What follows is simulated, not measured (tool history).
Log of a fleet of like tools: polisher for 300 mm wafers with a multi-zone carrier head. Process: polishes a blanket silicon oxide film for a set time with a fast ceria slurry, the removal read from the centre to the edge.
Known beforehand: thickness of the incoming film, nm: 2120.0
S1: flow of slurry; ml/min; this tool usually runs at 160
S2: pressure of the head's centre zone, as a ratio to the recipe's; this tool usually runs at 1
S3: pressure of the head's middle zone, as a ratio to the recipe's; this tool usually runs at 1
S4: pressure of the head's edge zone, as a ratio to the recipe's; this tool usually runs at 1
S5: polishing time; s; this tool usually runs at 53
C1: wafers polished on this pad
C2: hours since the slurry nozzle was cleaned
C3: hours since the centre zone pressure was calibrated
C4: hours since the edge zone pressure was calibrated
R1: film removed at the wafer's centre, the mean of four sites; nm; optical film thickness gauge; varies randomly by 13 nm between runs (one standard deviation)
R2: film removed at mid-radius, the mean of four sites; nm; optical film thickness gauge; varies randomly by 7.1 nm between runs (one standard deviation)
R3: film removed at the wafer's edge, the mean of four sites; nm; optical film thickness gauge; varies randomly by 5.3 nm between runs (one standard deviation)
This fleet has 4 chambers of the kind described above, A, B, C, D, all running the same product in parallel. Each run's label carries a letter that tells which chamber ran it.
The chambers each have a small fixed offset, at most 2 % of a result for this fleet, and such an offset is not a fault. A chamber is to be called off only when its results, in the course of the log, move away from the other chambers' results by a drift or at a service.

run	day	S1	S2	S3	S4	S5	C1	C2	C3	C4	R1	R2	R3
1A	0.625	160	1	1	1	53	207	587.4	1466.3	392.1	868.06	873.89	860.2
# day 0.925: chamber C: worn pad replaced by a new one
2B	1.158	160	1	1	1	53	257	234.6	506.6	353.1	861.24	865.38	861.06
# day 1.417: chamber B: slurry nozzle cleaned
# day 1.471: chamber D: worn pad replaced by a new one
3D	1.646	160	1	1	1	53	36	400.3	662.1	370	872.06	873.18	851.23
4C	2.017	160	1	1	1	53	229	437.4	93.1	359.4	858.88	878.02	853.75
5A	2.329	160	1	1	1	53	565	628.3	1507.2	433	844.51	871.12	850.9
6D	2.858	160	1	1	1	53	291	429.4	691.2	399.1	889.44	874.34	862.96
# day 3.175: chamber D: slurry nozzle cleaned
7C	3.238	160	1	1	1	53	485	466.7	122.4	388.7	871.88	868.85	858.68
# day 3.567: chamber B: worn pad replaced by a new one
8B	3.85	160	1	1	1	53	59	58.5	571.2	417.7	872.71	863.62	874.31
# day 3.871: chamber A: centre zone pressure recalibrated
9D	4.262	160	1	1	1	53	585	26.1	724.9	432.8	855.63	879.82	861.09
10B	4.762	160	1	1	1	53	251	80.4	593.1	439.6	885.93	873.5	873.52
11C	5.138	160	1	1	1	53	883	512.3	168	434.3	866.39	871.94	859.7
# day 5.217: chamber C: worn pad replaced by a new one
# day 5.475: chamber D: worn pad replaced by a new one
12A	5.488	160	0.93	1	1	53	1227	704.1	38.8	508.8	775.9	864.56	852.32
# day 5.617: chamber A: worn pad replaced by a new one
13B	6.012	160	0.93	1	1	53	513	110.4	623.1	469.6	801.51	847.73	871.8
14D	6.638	160	0.93	1	1	53	244	83.1	781.9	489.8	809.4	873.04	859.86
15A	6.996	160	0.93	1	1	53	289	740.3	75	545	788.4	870.87	851.53
# day 7.154: chamber D: centre zone pressure recalibrated
16C	7.492	160	1	1	1	53	477	568.8	224.5	490.8	868.76	894.5	852.2
# day 7.758: chamber C: edge zone pressure recalibrated
# day 7.788: chamber B: worn pad replaced by a new one
17C	8.033	160	1	1	1	53	590	581.8	237.5	6.6	848.87	876.5	851.74
18B	8.417	160	1	1	1	53	132	168.1	680.8	527.3	885.93	860.58	867.54
# day 8.854: chamber C: worn pad replaced by a new one
19D	9.004	160	1	1	1	53	740	139.9	44.5	546.6	895.29	867.42	859.38
20A	9.483	160	1	1.05	1	53	810	800	134.7	604.7	850.91	907.87	848.8
21D	9.925	160	1	1.05	1	53	933	162	66.6	568.7	869.07	912.4	859.62
# day 9.95: chamber D: worn pad replaced by a new one
22A	10.342	160	1	1.05	1	53	990	820.6	155.3	625.3	844.41	896.95	837.57
# day 10.796: chamber A: worn pad replaced by a new one
23B	10.821	160	1	1.05	1	53	636	225.8	738.5	585	868.81	906.19	869.89
24C	11.167	160	1	1	1	53	485	657	312.7	81.8	873.41	877.1	856.4
25C	11.558	160	1	1	1	53	567	666.4	322.1	91.2	869.15	878.6	853.54
# day 11.596: chamber B: worn pad replaced by a new one
26D	12.1	160	1	1	1	53	451	214.2	118.8	620.9	860.94	871.46	850.61
# day 12.367: chamber B: slurry nozzle cleaned
27B	12.592	160	1	1	1	53	208	5.4	781	627.5	863.16	858.84	869.2
# day 12.65: chamber C: worn pad replaced by a new one
28A	12.946	160	1	1	1	53	451	883.1	217.8	687.8	825.03	853.52	835.42
29D	13.246	160	0.94	1	1	53	691	241.7	146.3	648.4	795.67	871.7	854.13
# day 13.35: chamber A: edge zone pressure recalibrated
30C	13.808	160	0.94	1	1	53	242	720.4	376.1	145.2	798.44	879.8	866.02
# day 13.817: chamber D: worn pad replaced by a new one
# day 14.108: chamber B: edge zone pressure recalibrated
31A	14.188	160	0.94	1	1	53	711	912.9	247.6	20.1	773.18	837.62	835.49
32B	14.646	160	0.94	1	1	53	639	54.7	830.3	12.9	820.11	846.9	873.41
33C	14.929	160	1	1	1	53	478	747.3	403	172.1	868.55	872.98	866.28
# day 15.125: chamber B: worn pad replaced by a new one
34B	15.321	160	1	1	1	53	41	70.9	846.5	29.1	885.87	850.73	865.85
35A	15.879	160	1	1	1	53	1066	953.5	288.2	60.7	794.68	810.87	818.36
# day 16.275: chamber A: worn pad replaced by a new one
36D	16.429	160	1	1	1	53	548	318.1	222.7	724.8	877.93	876.59	859.05
# day 17.038: chamber C: worn pad replaced by a new one
37C	17.062	160	1	1	1	53	5	798.5	454.2	223.3	883.73	885.81	862.13
38B	17.408	160	1	1	1	53	479	121	896.6	79.2	896.65	854.36	864.49
# day 17.517: chamber C: slurry nozzle cleaned
39D	17.692	160	1	1	1	53	812	348.4	253	755.1	866.33	868.98	854.72
# day 17.717: chamber D: worn pad replaced by a new one
40A	18.275	160	1	1	1	53	419	1011	345.7	118.2	795.76	799.16	809.95
41D	18.796	160	1	1	1	53	226	374.9	279.5	781.6	879.83	869.35	859.08
42C	19.112	160	1	1	1	53	435	38.3	503.4	272.5	867.84	883.09	855.96
43A	19.721	160	1	1	1	53	722	1045.7	380.4	152.9	772.25	776.4	796.93

Each of the 4 chambers runs these same settings next. Fill in every chamber's results:
44A	20.175	160	1	1	0.94	53					?	?	?
44B	20.175	160	1	1	0.94	53					?	?	?
44C	20.175	160	1	1	0.94	53					?	?	?
44D	20.175	160	1	1	0.94	53					?	?	?

run	R1	R2	R3
44A	774.89	777.86	765.18
44B	859.9	875.93	832.73
44C	878.88	879.41	835.91
44D	897.57	870.42	828.77

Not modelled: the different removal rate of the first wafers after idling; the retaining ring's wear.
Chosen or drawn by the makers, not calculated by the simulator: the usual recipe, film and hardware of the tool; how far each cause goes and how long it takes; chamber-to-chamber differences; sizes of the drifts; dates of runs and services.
